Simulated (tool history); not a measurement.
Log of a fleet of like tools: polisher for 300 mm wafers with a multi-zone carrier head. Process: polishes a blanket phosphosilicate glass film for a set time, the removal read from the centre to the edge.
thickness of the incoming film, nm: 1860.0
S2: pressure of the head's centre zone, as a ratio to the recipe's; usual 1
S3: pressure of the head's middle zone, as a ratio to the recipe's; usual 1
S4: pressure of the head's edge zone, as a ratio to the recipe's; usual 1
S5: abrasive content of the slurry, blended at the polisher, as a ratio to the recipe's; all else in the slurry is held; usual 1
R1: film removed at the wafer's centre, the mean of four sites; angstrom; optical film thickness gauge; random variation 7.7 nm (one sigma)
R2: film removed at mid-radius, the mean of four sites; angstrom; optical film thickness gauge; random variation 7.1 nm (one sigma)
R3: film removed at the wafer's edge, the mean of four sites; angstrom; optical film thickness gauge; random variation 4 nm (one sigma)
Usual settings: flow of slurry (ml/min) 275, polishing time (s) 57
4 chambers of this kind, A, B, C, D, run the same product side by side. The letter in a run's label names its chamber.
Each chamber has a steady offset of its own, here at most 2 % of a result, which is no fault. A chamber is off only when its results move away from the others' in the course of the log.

{"hour": 5.2, "done": "chamber B: worn pad replaced by a new one"}
{"run": "1D", "hour": 12.2, "flow of slurry (ml/min)": 275, "S2": 1, "S3": 1, "S4": 1, "S5": 1, "polishing time (s)": 57, "R1": 5887.3, "R2": 5948.3, "R3": 5951.7}
{"hour": 23.6, "done": "chamber D: worn pad replaced by a new one"}
{"run": "2C", "hour": 25.2, "flow of slurry (ml/min)": 275, "S2": 1, "S3": 1, "S4": 1, "S5": 1, "polishing time (s)": 57, "R1": 5988.3, "R2": 5843.9, "R3": 5990.3}
{"hour": 29.0, "done": "chamber A: slurry nozzle cleaned"}
{"hour": 32.6, "done": "chamber C: worn pad replaced by a new one"}
{"run": "3A", "hour": 36.4, "flow of slurry (ml/min)": 275, "S2": 1, "S3": 1, "S4": 1, "S5": 1, "polishing time (s)": 57, "R1": 6047.6, "R2": 6075.7, "R3": 5989.9}
{"hour": 40.7, "done": "chamber A: worn pad replaced by a new one"}
{"run": "4B", "hour": 45.6, "flow of slurry (ml/min)": 275, "S2": 1, "S3": 1, "S4": 1, "S5": 1, "polishing time (s)": 57, "R1": 6041.8, "R2": 5846.3, "R3": 6035.4}
{"hour": 51.0, "done": "chamber B: slurry nozzle cleaned"}
{"run": "5B", "hour": 55.7, "flow of slurry (ml/min)": 275, "S2": 1, "S3": 1, "S4": 1, "S5": 1, "polishing time (s)": 57, "R1": 5986, "R2": 5872.1, "R3": 6057.7}
{"run": "6D", "hour": 64.3, "flow of slurry (ml/min)": 275, "S2": 1, "S3": 1, "S4": 1, "S5": 0.9, "polishing time (s)": 57, "R1": 5674, "R2": 5640.4, "R3": 5662}
{"hour": 68.3, "done": "chamber B: worn pad replaced by a new one"}
{"run": "7A", "hour": 70.8, "flow of slurry (ml/min)": 275, "S2": 1, "S3": 1, "S4": 1, "S5": 0.9, "polishing time (s)": 57, "R1": 5674.4, "R2": 5676.8, "R3": 5685.1}
{"run": "8C", "hour": 78.4, "flow of slurry (ml/min)": 275, "S2": 1, "S3": 1, "S4": 1, "S5": 0.9, "polishing time (s)": 57, "R1": 5730.1, "R2": 5677.3, "R3": 5656.7}
{"run": "9A", "hour": 90.9, "flow of slurry (ml/min)": 275, "S2": 1, "S3": 1, "S4": 1, "S5": 0.9, "polishing time (s)": 57, "R1": 5729, "R2": 5835.7, "R3": 5654.5}
{"hour": 97.4, "done": "chamber D: worn pad replaced by a new one"}
{"run": "10D", "hour": 98.3, "flow of slurry (ml/min)": 275, "S2": 1, "S3": 1, "S4": 1, "S5": 1, "polishing time (s)": 57, "R1": 6042, "R2": 5957.2, "R3": 5919.2}
{"hour": 103.8, "done": "chamber C: worn pad replaced by a new one"}
{"run": "11B", "hour": 105.8, "flow of slurry (ml/min)": 275, "S2": 1, "S3": 1, "S4": 1, "S5": 1, "polishing time (s)": 57, "R1": 5950.3, "R2": 5917.7, "R3": 6092.8}
{"run": "12C", "hour": 112.1, "flow of slurry (ml/min)": 200, "S2": 1, "S3": 1, "S4": 0.95, "S5": 1, "polishing time (s)": 57, "R1": 5796.9, "R2": 5657, "R3": 5637.4}
{"run": "13C", "hour": 122.7, "flow of slurry (ml/min)": 200, "S2": 1, "S3": 1, "S4": 0.95, "S5": 1, "polishing time (s)": 57, "R1": 5792.5, "R2": 5617.4, "R3": 5640}
{"run": "14D", "hour": 134.0, "flow of slurry (ml/min)": 200, "S2": 1, "S3": 1, "S4": 0.95, "S5": 1, "polishing time (s)": 57, "R1": 5672.3, "R2": 5897.8, "R3": 5540.2}
{"hour": 141.5, "done": "chamber B: worn pad replaced by a new one"}
{"run": "15A", "hour": 145.7, "flow of slurry (ml/min)": 200, "S2": 1, "S3": 1, "S4": 0.95, "S5": 1, "polishing time (s)": 57, "R1": 5741.5, "R2": 5791.2, "R3": 5666.2}
{"run": "16B", "hour": 157.2, "flow of slurry (ml/min)": 275, "S2": 1, "S3": 1, "S4": 1, "S5": 1, "polishing time (s)": 57, "R1": 6025, "R2": 5838.1, "R3": 6002.1}
{"hour": 157.9, "done": "chamber A: worn pad replaced by a new one"}
{"run": "17D", "hour": 168.5, "flow of slurry (ml/min)": 275, "S2": 1, "S3": 1, "S4": 1, "S5": 1, "polishing time (s)": 57, "R1": 5984.2, "R2": 5819.4, "R3": 5884.1}
{"hour": 175.9, "done": "chamber C: worn pad replaced by a new one"}
{"hour": 180.6, "done": "chamber D: worn pad replaced by a new one"}
{"run": "18A", "hour": 181.4, "flow of slurry (ml/min)": 275, "S2": 1, "S3": 0.89, "S4": 1, "S5": 1, "polishing time (s)": 57, "R1": 5994, "R2": 5399.9, "R3": 5988.4}
{"run": "19C", "hour": 189.9, "flow of slurry (ml/min)": 275, "S2": 1, "S3": 0.89, "S4": 1, "S5": 1, "polishing time (s)": 57, "R1": 5999.8, "R2": 5285, "R3": 5893.4}
{"hour": 191.2, "done": "chamber D: edge zone pressure recalibrated"}
{"run": "20B", "hour": 200.1, "flow of slurry (ml/min)": 275, "S2": 1, "S3": 0.89, "S4": 1, "S5": 1, "polishing time (s)": 57, "R1": 5976.6, "R2": 5256.6, "R3": 6036.8}
{"hour": 203.7, "done": "chamber A: edge zone pressure recalibrated"}
{"hour": 204.0, "done": "chamber B: worn pad replaced by a new one"}
{"run": "21D", "hour": 206.5, "flow of slurry (ml/min)": 275, "S2": 1, "S3": 0.89, "S4": 1, "S5": 1, "polishing time (s)": 57, "R1": 5928.3, "R2": 5380.3, "R3": 5918.3}
{"run": "22C", "hour": 215.5, "flow of slurry (ml/min)": 275, "S2": 1, "S3": 1, "S4": 1, "S5": 1, "polishing time (s)": 57, "R1": 6034.8, "R2": 5800.1, "R3": 5929.5}
{"run": "23A", "hour": 222.6, "flow of slurry (ml/min)": 275, "S2": 1, "S3": 1, "S4": 1, "S5": 1, "polishing time (s)": 57, "R1": 6019.9, "R2": 6026.3, "R3": 6006.1}
{"hour": 226.7, "done": "chamber A: centre zone pressure recalibrated"}
{"hour": 232.1, "done": "chamber D: slurry nozzle cleaned"}
{"run": "24B", "hour": 235.7, "flow of slurry (ml/min)": 330, "S2": 1, "S3": 1, "S4": 1, "S5": 1, "polishing time (s)": 40, "R1": 4288.5, "R2": 4156.4, "R3": 4305.7}
{"hour": 241.0, "done": "chamber B: edge zone pressure recalibrated"}
{"run": "25C", "hour": 246.1, "flow of slurry (ml/min)": 330, "S2": 1, "S3": 1, "S4": 1, "S5": 1, "polishing time (s)": 40, "R1": 4277.7, "R2": 4220.6, "R3": 4202.4}
{"hour": 250.0, "done": "chamber D: worn pad replaced by a new one"}
{"hour": 252.7, "done": "chamber C: worn pad replaced by a new one"}
{"hour": 254.5, "done": "chamber A: worn pad replaced by a new one"}
{"run": "26D", "hour": 256.7, "flow of slurry (ml/min)": 330, "S2": 1, "S3": 1, "S4": 1, "S5": 1, "polishing time (s)": 40, "R1": 4352.5, "R2": 4172.9, "R3": 4199.7}
{"run": "27A", "hour": 262.9, "flow of slurry (ml/min)": 330, "S2": 1, "S3": 1, "S4": 1, "S5": 1, "polishing time (s)": 40, "R1": 4237.3, "R2": 4230.2, "R3": 4272.8}
{"hour": 265.3, "done": "chamber B: worn pad replaced by a new one"}
{"run": "28B", "hour": 271.0, "flow of slurry (ml/min)": 275, "S2": 1, "S3": 1, "S4": 1, "S5": 1, "polishing time (s)": 57, "R1": 5956.5, "R2": 5938.6, "R3": 6089.6}
{"run": "29D", "hour": 282.3, "flow of slurry (ml/min)": 275, "S2": 1, "S3": 1, "S4": 1, "S5": 1, "polishing time (s)": 57, "R1": 5901, "R2": 5889.4, "R3": 5882.3}
{"run": "30C", "hour": 290.2, "flow of slurry (ml/min)": 275, "S2": 1, "S3": 1, "S4": 1, "S5": 1, "polishing time (s)": 57, "R1": 6093.1, "R2": 5828.2, "R3": 6046.1}
{"run": "31A", "hour": 302.0, "flow of slurry (ml/min)": 275, "S2": 1, "S3": 1, "S4": 1, "S5": 1, "polishing time (s)": 57, "R1": 6152.2, "R2": 6092.5, "R3": 6028.2}
{"run": "32B", "hour": 313.9, "flow of slurry (ml/min)": 275, "S2": 1, "S3": 1, "S4": 1, "S5": 1, "polishing time (s)": 57, "R1": 5991.4, "R2": 5804.2, "R3": 6095.9}
{"hour": 322.5, "done": "chamber D: worn pad replaced by a new one"}
{"run": "33D", "hour": 326.7, "flow of slurry (ml/min)": 275, "S2": 1, "S3": 1, "S4": 1, "S5": 1, "polishing time (s)": 57, "R1": 5951.3, "R2": 6003.1, "R3": 5891.6}
{"hour": 331.1, "done": "chamber B: worn pad replaced by a new one"}
{"run": "34A", "hour": 333.2, "flow of slurry (ml/min)": 275, "S2": 1, "S3": 1, "S4": 1, "S5": 1, "polishing time (s)": 57, "R1": 5955.5, "R2": 5951.8, "R3": 5914.7}
{"run": "35B", "hour": 343.2, "flow of slurry (ml/min)": 275, "S2": 1.08, "S3": 0.95, "S4": 1, "S5": 1, "polishing time (s)": 57, "R1": 6561.2, "R2": 5626.8, "R3": 6019.6}

All 4 chambers run these settings next. Forecast each chamber's results:
{"run": "36A", "hour": 352.8, "flow of slurry (ml/min)": 330, "S2": 1, "S3": 1, "S4": 1, "S5": 1, "polishing time (s)": 57, "R1": "?", "R2": "?", "R3": "?"}
{"run": "36B", "hour": 352.8, "flow of slurry (ml/min)": 330, "S2": 1, "S3": 1, "S4": 1, "S5": 1, "polishing time (s)": 57, "R1": "?", "R2": "?", "R3": "?"}
{"run": "36C", "hour": 352.8, "flow of slurry (ml/min)": 330, "S2": 1, "S3": 1, "S4": 1, "S5": 1, "polishing time (s)": 57, "R1": "?", "R2": "?", "R3": "?"}
{"run": "36D", "hour": 352.8, "flow of slurry (ml/min)": 330, "S2": 1, "S3": 1, "S4": 1, "S5": 1, "polishing time (s)": 57, "R1": "?", "R2": "?", "R3": "?"}

run=36A R1=6146.7 R2=5981.6 R3=6077.5
run=36B R1=6224.4 R2=5852.8 R3=6041.8
run=36C R1=6125.9 R2=5938 R3=6002.4
run=36D R1=6077.4 R2=6067.5 R3=6059.6
